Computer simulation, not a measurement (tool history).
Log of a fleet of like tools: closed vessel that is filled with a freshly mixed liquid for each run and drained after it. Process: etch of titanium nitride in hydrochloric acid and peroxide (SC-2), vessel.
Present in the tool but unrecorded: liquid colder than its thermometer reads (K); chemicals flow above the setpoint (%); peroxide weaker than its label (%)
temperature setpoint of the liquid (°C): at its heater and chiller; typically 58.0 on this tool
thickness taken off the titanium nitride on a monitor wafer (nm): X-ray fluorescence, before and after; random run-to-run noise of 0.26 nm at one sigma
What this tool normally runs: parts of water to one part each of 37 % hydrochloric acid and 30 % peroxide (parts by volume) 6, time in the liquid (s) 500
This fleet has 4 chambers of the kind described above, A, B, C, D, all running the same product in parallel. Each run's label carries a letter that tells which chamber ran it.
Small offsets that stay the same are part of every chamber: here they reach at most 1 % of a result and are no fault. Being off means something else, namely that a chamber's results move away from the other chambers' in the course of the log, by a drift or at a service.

| run | hour | temperature setpoint of the liquid (°C) | parts of water to one part each of 37 % hydrochloric acid and 30 % peroxide (parts by volume) | time in the liquid (s) | hours since the thermometer was replaced | hours since the chemicals flow meter was replaced | hours since the drum of peroxide was connected | read-back film thickness of the titanium nitride reference wafer, read on the same gauge (nm) | thickness taken off the titanium nitride on a monitor wafer (nm) |
|---|---|---|---|---|---|---|---|---|---|
| 1B | 6.7 | 58.0 | 6 | 500 | 680.3 | 362.8 | 579.2 | 120.01 | 34.609 |
| 2C | 15.4 | 58.0 | 6 | 500 | 1692.8 | 1126.0 | 988.0 | 120.04 | 34.820 |
| 3D | 21.0 | 58.0 | 6 | 500 | 1633.0 | 418.4 | 749.2 | 120.03 | 35.048 |
| 4A | 26.1 | 58.0 | 6 | 500 | 430.3 | 295.6 | 185.1 | 119.97 | 34.902 |
| 5D | 34.2 | 58.0 | 6 | 500 | 1646.2 | 431.6 | 762.4 | 120.02 | 34.894 |
| 6A | 38.6 | 58.0 | 6 | 500 | 442.8 | 308.1 | 197.6 | 120.01 | 34.474 |
| 7C | 45.4 | 58.0 | 6 | 500 | 1722.8 | 1156.0 | 1018.0 | 119.99 | 34.751 |
|  | 48.9 | chamber B: new drum of peroxide connected |
| 8B | 53.7 | 58.0 | 6 | 500 | 727.3 | 409.8 | 4.9 | 120.00 | 34.530 |
| 9B | 61.1 | 58.0 | 6 | 500 | 734.7 | 417.2 | 12.3 | 120.01 | 34.744 |
| 10C | 66.2 | 58.0 | 6 | 500 | 1743.6 | 1176.8 | 1038.8 | 120.00 | 34.889 |
|  | 72.7 | chamber C: new drum of peroxide connected |
| 11D | 74.8 | 58.0 | 6 | 500 | 1686.8 | 472.2 | 803.0 | 119.99 | 35.617 |
| 12A | 78.6 | 58.0 | 6 | 500 | 482.8 | 348.1 | 237.6 | 119.97 | 35.106 |
| 13B | 87.3 | 58.0 | 6 | 500 | 760.9 | 443.4 | 38.5 | 120.00 | 34.527 |
| 14C | 93.3 | 58.0 | 6 | 500 | 1770.7 | 1203.9 | 20.6 | 120.00 | 34.448 |
| 15D | 100.2 | 52.0 | 6 | 235 | 1712.2 | 497.6 | 828.4 | 120.01 | 11.201 |
| 16A | 106.6 | 52.0 | 6 | 235 | 510.8 | 376.1 | 265.6 | 120.00 | 11.035 |
| 17A | 110.8 | 52.0 | 6 | 235 | 515.0 | 380.3 | 269.8 | 120.02 | 11.122 |
| 18B | 116.8 | 52.0 | 6 | 235 | 790.4 | 472.9 | 68.0 | 119.99 | 10.908 |
| 19D | 122.2 | 58.0 | 5 | 745 | 1734.2 | 519.6 | 850.4 | 120.01 | 60.330 |
| 20C | 127.2 | 58.0 | 5 | 745 | 1804.6 | 1237.8 | 54.5 | 119.97 | 57.741 |
| 21A | 135.3 | 58.0 | 5 | 745 | 539.5 | 404.8 | 294.3 | 120.02 | 60.056 |
| 22D | 141.8 | 58.0 | 5 | 745 | 1753.8 | 539.2 | 870.0 | 119.96 | 59.384 |
| 23B | 149.6 | 58.0 | 6 | 500 | 823.2 | 505.7 | 100.8 | 120.03 | 34.547 |
| 24C | 156.9 | 58.0 | 6 | 500 | 1834.3 | 1267.5 | 84.2 | 119.98 | 32.984 |
| 25D | 165.7 | 51.5 | 6 | 500 | 1777.7 | 563.1 | 893.9 | 120.02 | 22.951 |
| 26B | 171.0 | 51.5 | 6 | 500 | 844.6 | 527.1 | 122.2 | 119.97 | 22.366 |
| 27C | 175.8 | 51.5 | 6 | 500 | 1853.2 | 1286.4 | 103.1 | 120.00 | 21.192 |

Which is it: a chamber that has drifted or been left off by a service, a gauge drift common to all chambers, or only each chamber's usual small offset? If a chamber is off, name it and its likeliest cause.

Chamber C drifts away from the others.
Likeliest cause: liquid colder than its thermometer reads (K) = 1.14.
The log might look much the same if the cause were instead: chemicals flow below the setpoint (%).

Chamber C could run next with any of the 4 candidate recipes listed below; each alters the usual settings, and their results appear as question marks. Which one brings its results back in line with what the other chambers deliver on the usual settings?
To be in line, a result may differ from the other chambers' mean on the usual settings by at most: thickness taken off the titanium nitride on a monitor wafer (nm) 0.920
| 28C-1 | 182.1 | 57.5 | 6.0 | 485 |  |  |  |  | ? |
| 28C-2 | 182.1 | 57.0 | 6.0 | 470 |  |  |  |  | ? |
| 28C-3 | 182.1 | 58.0 | 5.5 | 500 |  |  |  |  | ? |
| 28C-4 | 182.1 | 58.0 | 6.0 | 560 |  |  |  |  | ? |

Usual-settings mean across the other chambers: thickness taken off the titanium nitride on a monitor wafer (nm) 34.898
| run | thickness taken off the titanium nitride on a monitor wafer (nm) |
|---|---|
| 28C-1 | 30.619 |
| 28C-2 | 28.753 |
| 28C-3 | 34.719 |
| 28C-4 | 36.481 |
It is 28C-3 that realigns the chamber with its peers.
